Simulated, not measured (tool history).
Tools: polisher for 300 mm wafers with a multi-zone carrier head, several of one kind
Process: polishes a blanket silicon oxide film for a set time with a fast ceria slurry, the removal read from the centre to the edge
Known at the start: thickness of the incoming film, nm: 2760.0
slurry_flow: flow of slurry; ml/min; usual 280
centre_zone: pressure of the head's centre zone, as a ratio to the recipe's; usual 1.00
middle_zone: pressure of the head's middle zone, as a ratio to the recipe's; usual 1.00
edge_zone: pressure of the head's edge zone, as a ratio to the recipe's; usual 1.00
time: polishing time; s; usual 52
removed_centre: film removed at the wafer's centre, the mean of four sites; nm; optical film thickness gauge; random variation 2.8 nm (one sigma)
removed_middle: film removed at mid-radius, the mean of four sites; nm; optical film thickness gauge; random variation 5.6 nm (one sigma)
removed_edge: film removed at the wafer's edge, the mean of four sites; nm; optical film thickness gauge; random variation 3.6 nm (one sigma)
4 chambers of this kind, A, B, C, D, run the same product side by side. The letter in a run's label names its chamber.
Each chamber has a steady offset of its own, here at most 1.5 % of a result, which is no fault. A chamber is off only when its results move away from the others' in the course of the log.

run     day  slurry_flow  centre_zone  middle_zone  edge_zone  time  removed_centre  removed_middle  removed_edge
 1A   0.438          280         1.00         1.00       1.00    52          456.49          445.06        454.60
 2C   0.812          280         1.00         1.00       1.00    52          453.52          450.28        449.49
      1.250  -- chamber C: worn pad replaced by a new one
 3D   1.279          280         1.00         1.00       1.00    52          454.76          448.30        445.76
 4B   1.525          280         1.00         1.00       1.00    52          449.66          448.24        450.45
      1.579  -- chamber A: worn pad replaced by a new one
      1.721  -- chamber B: worn pad replaced by a new one
      1.746  -- chamber A: centre zone pressure recalibrated
 5A   1.850          280         1.00         1.00       1.00    52          451.60          443.61        451.36
 6B   2.346          280         1.00         1.00       1.12    40          347.47          346.23        369.74
      2.529  -- chamber D: worn pad replaced by a new one
 7C   2.700          280         1.00         1.00       1.12    40          346.30          347.11        371.87
 8D   2.946          280         1.00         1.00       1.12    40          349.93          350.94        365.54
      3.358  -- chamber B: slurry nozzle cleaned
 9C   3.412          280         1.00         1.00       1.12    40          348.73          346.83        370.28
10D   3.867          280         1.00         1.00       1.00    52          456.06          456.13        450.77
11B   4.246          280         1.00         1.00       1.00    52          442.67          442.84        448.89
      4.625  -- chamber A: worn pad replaced by a new one
12A   4.729          280         1.00         1.00       1.00    52          454.96          441.83        445.99
13A   5.096          280         1.00         1.00       1.00    52          453.35          448.86        453.77
14C   5.517          280         1.00         1.00       1.00    52          452.77          447.90        461.64
      5.646  -- chamber B: worn pad replaced by a new one
      5.842  -- chamber D: worn pad replaced by a new one
15D   6.029          280         1.00         1.00       1.00    52          451.73          450.37        455.24
16B   6.321          350         0.89         1.00       1.00    52          398.71          475.47        460.53
      6.612  -- chamber C: worn pad replaced by a new one
17A   6.808          350         0.89         1.00       1.00    52          414.08          466.57        461.42
18B   7.171          350         0.89         1.00       1.00    52          400.25          462.46        459.70
      7.258  -- chamber A: worn pad replaced by a new one
19C   7.567          350         0.89         1.00       1.00    52          401.12          473.63        462.29
20D   7.875          280         1.00         1.00       1.00    52          448.16          449.86        456.13
21C   8.217          280         1.00         1.00       1.00    52          438.51          454.21        451.33
22B   8.608          280         1.00         1.00       1.00    52          445.12          442.52        450.10
      8.900  -- chamber D: worn pad replaced by a new one
23A   8.938          280         1.00         1.00       0.95    52          455.08          453.74        434.15
24D   9.167          280         1.00         1.00       0.95    52          454.55          447.12        437.70
      9.342  -- chamber B: worn pad replaced by a new one
25B   9.404          280         1.00         1.00       0.95    52          446.67          450.98        442.58
      9.675  -- chamber A: worn pad replaced by a new one
26C   9.804          280         1.00         1.00       0.95    52          439.02          452.65        448.28
27D  10.242          280         1.00         1.00       1.00    52          450.59          450.69        447.26
28A  10.579          240         1.00         1.00       1.00    52          449.88          434.43        448.16
29C  11.075          240         1.00         1.00       1.00    52          424.78          448.00        450.04
30B  11.342          240         1.00         1.00       1.00    52          435.30          437.88        450.53
     11.425  -- chamber A: edge zone pressure recalibrated
31D  11.733          240         1.00         1.00       1.00    52          443.50          450.05        454.54
32A  11.996          280         1.05         0.94       1.00    52          478.52          419.42        455.11
     12.296  -- chamber C: worn pad replaced by a new one
33D  12.429          280         1.05         0.94       1.00    52          472.56          421.67        447.17
     12.658  -- chamber D: worn pad replaced by a new one
34C  12.708          280         1.05         0.94       1.00    52          453.81          424.71        455.95
     12.788  -- chamber B: slurry nozzle cleaned
     12.812  -- chamber A: worn pad replaced by a new one
35A  13.138          280         1.05         0.94       1.00    52          486.05          433.50        452.61
36B  13.408          280         1.00         1.11       1.00    52          444.98          492.30        448.71
37D  13.696          280         1.00         1.11       1.00    52          452.70          495.08        454.20
38A  14.050          280         1.00         1.11       1.00    52          456.82          497.64        447.55

Is one chamber off against the others, does the gauge drift, or is nothing wrong? If a chamber is off, say which, and what the likeliest cause is.

Chamber C drifts away from the others.
Cause: centre zone's pressure below its setpoint, % = 3.97.

Here are 4 candidates for chamber C's next run, each the usual settings with a change, their results left as question marks. Which one brings its results back in line with what the others give on the usual settings?
In line means no further than this from the other chambers' mean on the usual settings: removed_centre 9.90 nm; removed_middle 20.00 nm; removed_edge 12.00 nm
39C-1  14.421          275         0.93         1.01       1.02    52               ?               ?             ?
39C-2  14.421          285         1.04         0.99       0.99    52               ?               ?             ?
39C-3  14.421          275         0.96         1.01       1.01    52               ?               ?             ?
39C-4  14.421          285         1.08         0.98       0.97    52               ?               ?             ?

The other chambers' mean on the usual settings: removed_centre 451.33 nm; removed_middle 449.94 nm; removed_edge 450.16 nm
  run  removed_centre  removed_middle  removed_edge
39C-1          397.66          453.89        459.20
39C-2          451.94          446.98        453.39
39C-3          411.95          453.82        456.78
39C-4          471.04          442.70        448.59
39C-2 brings the chamber back in line.
